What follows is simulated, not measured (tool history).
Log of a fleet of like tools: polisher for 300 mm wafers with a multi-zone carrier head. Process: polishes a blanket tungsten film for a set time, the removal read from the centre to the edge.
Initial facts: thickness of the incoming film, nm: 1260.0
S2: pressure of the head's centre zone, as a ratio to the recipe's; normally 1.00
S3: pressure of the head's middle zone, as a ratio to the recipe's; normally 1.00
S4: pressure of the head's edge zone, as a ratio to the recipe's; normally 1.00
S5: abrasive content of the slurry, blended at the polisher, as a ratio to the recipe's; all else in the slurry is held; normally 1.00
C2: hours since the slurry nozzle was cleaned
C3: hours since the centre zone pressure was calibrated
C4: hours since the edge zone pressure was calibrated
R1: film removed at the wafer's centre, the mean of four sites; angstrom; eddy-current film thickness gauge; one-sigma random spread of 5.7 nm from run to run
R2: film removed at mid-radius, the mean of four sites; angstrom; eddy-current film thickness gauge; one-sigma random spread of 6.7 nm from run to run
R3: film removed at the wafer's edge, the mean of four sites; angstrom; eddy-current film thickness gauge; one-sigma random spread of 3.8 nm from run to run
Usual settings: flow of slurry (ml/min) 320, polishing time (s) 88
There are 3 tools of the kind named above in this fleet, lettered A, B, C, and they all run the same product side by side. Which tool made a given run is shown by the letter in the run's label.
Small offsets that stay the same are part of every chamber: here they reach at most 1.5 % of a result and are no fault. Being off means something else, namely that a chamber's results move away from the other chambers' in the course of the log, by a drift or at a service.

Run 1A, hour 3.1: usual settings; wafers polished on this pad 728; C2 398.5; C3 864.2; C4 242.9. Result: R1 4628.0 angstrom, R2 4748.0 angstrom, R3 4735.8 angstrom.
Run 2B, hour 6.9: usual settings; wafers polished on this pad 119; C2 111.4; C3 119.5; C4 156.4. Result: R1 4689.6 angstrom, R2 4615.2 angstrom, R3 4656.4 angstrom.
Run 3C, hour 12.1: usual settings; wafers polished on this pad 319; C2 82.8; C3 722.0; C4 947.7. Result: R1 4608.3 angstrom, R2 4695.6 angstrom, R3 4700.6 angstrom.
Run 4C, hour 14.8: usual settings; wafers polished on this pad 344; C2 85.5; C3 724.7; C4 950.4. Result: R1 4739.6 angstrom, R2 4656.0 angstrom, R3 4621.1 angstrom.
Run 5B, hour 17.6: usual settings but S5 1.15, polishing time (s) 109; wafers polished on this pad 220; C2 122.1; C3 130.2; C4 167.1. Result: R1 6002.7 angstrom, R2 6087.0 angstrom, R3 5992.6 angstrom.
Run 6A, hour 22.2: usual settings but S5 1.15, polishing time (s) 109; wafers polished on this pad 908; C2 417.6; C3 883.3; C4 262.0. Result: R1 5898.1 angstrom, R2 6133.6 angstrom, R3 5940.9 angstrom.
Run 7A, hour 27.3: usual settings but S5 1.15, polishing time (s) 109; wafers polished on this pad 957; C2 422.7; C3 888.4; C4 267.1. Result: R1 5904.1 angstrom, R2 6001.0 angstrom, R3 6072.2 angstrom.
Run 8B, hour 30.4: usual settings but S4 0.95, polishing time (s) 116; wafers polished on this pad 341; C2 134.9; C3 143.0; C4 179.9. Result: R1 6103.6 angstrom, R2 6071.2 angstrom, R3 6020.7 angstrom.
At hour 31.8: chamber A: slurry nozzle cleaned.
Run 9C, hour 34.4: usual settings but S4 0.95, polishing time (s) 116; wafers polished on this pad 529; C2 105.1; C3 744.3; C4 970.0. Result: R1 6239.3 angstrom, R2 6132.7 angstrom, R3 5905.5 angstrom.
Run 10C, hour 37.3: usual settings but S4 0.95, polishing time (s) 116; wafers polished on this pad 557; C2 108.0; C3 747.2; C4 972.9. Result: R1 6170.5 angstrom, R2 6131.3 angstrom, R3 6078.1 angstrom.
Run 11A, hour 40.6: usual settings; wafers polished on this pad 1082; C2 8.8; C3 901.7; C4 280.4. Result: R1 4674.9 angstrom, R2 4895.2 angstrom, R3 4713.9 angstrom.
Run 12B, hour 43.4: usual settings; wafers polished on this pad 464; C2 147.9; C3 156.0; C4 192.9. Result: R1 4582.0 angstrom, R2 4651.6 angstrom, R3 4656.8 angstrom.
Run 13C, hour 47.8: usual settings; wafers polished on this pad 656; C2 118.5; C3 757.7; C4 983.4. Result: R1 4653.9 angstrom, R2 4662.7 angstrom, R3 4686.5 angstrom.
Run 14B, hour 52.0: usual settings; wafers polished on this pad 545; C2 156.5; C3 164.6; C4 201.5. Result: R1 4582.3 angstrom, R2 4639.3 angstrom, R3 4681.7 angstrom.
At hour 53.8: chamber C: worn pad replaced by a new one.
Run 15A, hour 56.4: usual settings; wafers polished on this pad 1231; C2 24.6; C3 917.5; C4 296.2. Result: R1 4646.3 angstrom, R2 4761.2 angstrom, R3 4678.8 angstrom.
Run 16C, hour 59.9: usual settings; wafers polished on this pad 57; C2 130.6; C3 769.8; C4 995.5. Result: R1 4677.9 angstrom, R2 4589.9 angstrom, R3 4655.6 angstrom.
Run 17A, hour 62.5: usual settings; wafers polished on this pad 1289; C2 30.7; C3 923.6; C4 302.3. Result: R1 4605.6 angstrom, R2 4721.7 angstrom, R3 4644.9 angstrom.
Run 18B, hour 65.4: usual settings but S3 0.96; wafers polished on this pad 671; C2 169.9; C3 178.0; C4 214.9. Result: R1 4639.1 angstrom, R2 4544.0 angstrom, R3 4621.3 angstrom.
Run 19C, hour 69.9: usual settings but S3 0.96; wafers polished on this pad 152; C2 140.6; C3 779.8; C4 1005.5. Result: R1 4712.0 angstrom, R2 4483.1 angstrom, R3 4671.8 angstrom.
At hour 72.5: chamber A: worn pad replaced by a new one.
Run 20A, hour 74.3: usual settings but S3 0.96; wafers polished on this pad 17; C2 42.5; C3 935.4; C4 314.1. Result: R1 4534.9 angstrom, R2 4619.9 angstrom, R3 4693.1 angstrom.
Run 21B, hour 79.3: usual settings but S2 1.06; wafers polished on this pad 803; C2 183.8; C3 191.9; C4 228.8. Result: R1 4910.3 angstrom, R2 4671.7 angstrom, R3 4638.3 angstrom.
Run 22A, hour 82.8: usual settings but S2 1.06; wafers polished on this pad 97; C2 51.0; C3 943.9; C4 322.6. Result: R1 4826.3 angstrom, R2 4819.6 angstrom, R3 4662.0 angstrom.
Run 23C, hour 86.6: usual settings but S2 1.06; wafers polished on this pad 309; C2 157.3; C3 796.5; C4 1022.2. Result: R1 5064.1 angstrom, R2 4745.1 angstrom, R3 4702.9 angstrom.
Run 24B, hour 89.2: usual settings; wafers polished on this pad 896; C2 193.7; C3 201.8; C4 238.7. Result: R1 4608.0 angstrom, R2 4692.5 angstrom, R3 4616.9 angstrom.
Run 25A, hour 92.1: usual settings; wafers polished on this pad 185; C2 60.3; C3 953.2; C4 331.9. Result: R1 4594.7 angstrom, R2 4715.1 angstrom, R3 4688.5 angstrom.
Run 26B, hour 97.1: usual settings; wafers polished on this pad 971; C2 201.6; C3 209.7; C4 246.6. Result: R1 4617.9 angstrom, R2 4542.1 angstrom, R3 4667.8 angstrom.
Run 27C, hour 101.9: usual settings; wafers polished on this pad 454; C2 172.6; C3 811.8; C4 1037.5. Result: R1 4609.1 angstrom, R2 4668.1 angstrom, R3 4705.9 angstrom.
At hour 102.1: chamber B: worn pad replaced by a new one.
Run 28A, hour 106.9: usual settings; wafers polished on this pad 325; C2 75.1; C3 968.0; C4 346.7. Result: R1 4574.8 angstrom, R2 4755.8 angstrom, R3 4691.6 angstrom.
Run 29B, hour 109.7: usual settings; wafers polished on this pad 71; C2 214.2; C3 222.3; C4 259.2. Result: R1 4649.3 angstrom, R2 4681.8 angstrom, R3 4683.0 angstrom.
Run 30C, hour 113.4: usual settings; wafers polished on this pad 562; C2 184.1; C3 823.3; C4 1049.0. Result: R1 4693.4 angstrom, R2 4712.8 angstrom, R3 4708.1 angstrom.
Run 31B, hour 117.9: usual settings; wafers polished on this pad 149; C2 222.4; C3 230.5; C4 267.4. Result: R1 4640.3 angstrom, R2 4711.4 angstrom, R3 4701.6 angstrom.
Run 32A, hour 122.6: usual settings; wafers polished on this pad 473; C2 90.8; C3 983.7; C4 362.4. Result: R1 4670.2 angstrom, R2 4745.7 angstrom, R3 4718.8 angstrom.
Run 33C, hour 127.4: usual settings; wafers polished on this pad 694; C2 198.1; C3 837.3; C4 1063.0. Result: R1 4622.2 angstrom, R2 4738.6 angstrom, R3 4715.0 angstrom.
Run 34A, hour 130.4: usual settings; wafers polished on this pad 546; C2 98.6; C3 991.5; C4 370.2. Result: R1 4643.3 angstrom, R2 4670.7 angstrom, R3 4676.9 angstrom.

Next, every chamber runs the same settings. What will each give?
Run 35A, hour 134.1: usual settings but S2 1.12. Result: R1 ?, R2 ?, R3 ?.
Run 35B, hour 134.1: usual settings but S2 1.12. Result: R1 ?, R2 ?, R3 ?.
Run 35C, hour 134.1: usual settings but S2 1.12. Result: R1 ?, R2 ?, R3 ?.

run      R1      R2      R3
35A  5260.1  4850.0  4648.8
35B  5277.3  4684.2  4587.8
35C  5345.4  4663.5  4658.6
